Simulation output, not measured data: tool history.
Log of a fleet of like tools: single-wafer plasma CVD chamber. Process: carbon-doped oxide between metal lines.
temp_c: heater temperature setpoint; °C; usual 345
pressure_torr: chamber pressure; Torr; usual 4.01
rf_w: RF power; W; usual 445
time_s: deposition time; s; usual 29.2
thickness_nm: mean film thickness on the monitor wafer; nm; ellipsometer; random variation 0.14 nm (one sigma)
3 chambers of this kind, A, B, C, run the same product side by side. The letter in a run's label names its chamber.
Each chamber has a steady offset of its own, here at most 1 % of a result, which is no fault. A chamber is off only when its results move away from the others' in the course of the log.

run	hour	temp_c	pressure_torr	rf_w	time_s	hours since the last thermocouple change	hours since the last RF generator calibration	hours since the last manometer calibration	read-back reference wafer on the same gauge, thickness_nm	thickness_nm
1C	4.8	345	4.01	445	29.2	1163.5	273.0	1741.1	115.99	134.92
2B	8.6	345	4.01	445	29.2	1366.4	600.0	801.6	116.00	135.75
3A	15.2	345	4.01	445	29.2	752.3	996.5	1022.6	115.96	135.48
4C	21.3	345	4.01	445	29.2	1180.0	289.5	1757.6	115.94	134.92
5A	24.7	345	4.01	445	29.2	761.8	1006.0	1032.1	115.92	135.73
6B	28.4	354	4.01	445	29.2	1386.2	619.8	821.4	115.95	132.14
7C	34.6	354	4.01	445	29.2	1193.3	302.8	1770.9	115.91	131.29
8A	38.8	354	4.01	445	29.2	775.9	1020.1	1046.2	115.88	132.35
9B	43.7	334	4.01	445	24.2	1401.5	635.1	836.7	115.92	116.83
10A	48.6	334	4.01	445	24.2	785.7	1029.9	1056.0	115.88	116.39
11B	52.3	334	4.01	445	24.2	1410.1	643.7	845.3	115.86	116.73
12C	57.2	345	4.31	445	29.2	1215.9	325.4	1793.5	115.87	135.99
13B	61.8	345	4.31	445	29.2	1419.6	653.2	854.8	115.81	136.71
14A	67.6	345	4.31	445	29.2	804.7	1048.9	1075.0	115.80	136.82
15C	71.3	345	4.01	445	29.2	1230.0	339.5	1807.6	115.81	134.80
16A	77.0	345	4.01	445	29.2	814.1	1058.3	1084.4	115.78	135.69
17C	82.9	345	4.01	445	29.2	1241.6	351.1	1819.2	115.76	134.73
18B	87.6	345	4.01	445	29.2	1445.4	679.0	880.6	115.76	135.29
19C	93.5	356	3.10	445	29.2	1252.2	361.7	1829.8	115.75	126.68
20B	98.8	356	3.10	445	29.2	1456.6	690.2	891.8	115.76	127.45
21A	103.7	356	3.10	445	29.2	840.8	1085.0	1111.1	115.69	127.83
22C	109.2	345	4.01	445	29.2	1267.9	377.4	1845.5	115.71	134.56
23B	112.6	345	4.01	445	29.2	1470.4	704.0	905.6	115.71	135.29
24A	117.8	345	4.01	445	29.2	854.9	1099.1	1125.2	115.70	135.44
25A	121.2	345	4.01	445	29.2	858.3	1102.5	1128.6	115.66	135.51
26B	127.7	352	4.41	445	29.2	1485.5	719.1	920.7	115.68	134.46
27C	133.2	352	4.41	445	29.2	1291.9	401.4	1869.5	115.68	133.37
28C	136.2	352	4.41	445	29.2	1294.9	404.4	1872.5	115.65	133.59
29A	141.7	345	4.01	445	29.2	878.8	1123.0	1149.1	115.64	135.14
30B	147.7	345	4.01	445	29.2	1505.5	739.1	940.7	115.62	135.35
31A	153.2	345	4.01	445	29.2	890.3	1134.5	1160.6	115.61	135.41
32B	156.3	345	4.01	445	29.2	1514.1	747.7	949.3	115.58	135.14
33C	161.0	345	4.01	520	29.2	1319.7	429.2	1897.3	115.57	148.59
34A	167.6	345	4.01	520	29.2	904.7	1148.9	1175.0	115.59	149.66
35C	171.0	345	4.01	520	29.2	1329.7	439.2	1907.3	115.56	148.49
36B	175.2	345	4.01	445	29.2	1533.0	766.6	968.2	115.51	135.22
37B	181.4	345	4.01	445	29.2	1539.2	772.8	974.4	115.52	135.22

All 3 chambers run these settings next. Forecast each chamber's results:
38A	186.2	345	4.01	445	29.2					?
38B	186.2	345	4.01	445	29.2					?
38C	186.2	345	4.01	445	29.2					?

run	thickness_nm
38A	135.22
38B	135.33
38C	134.26
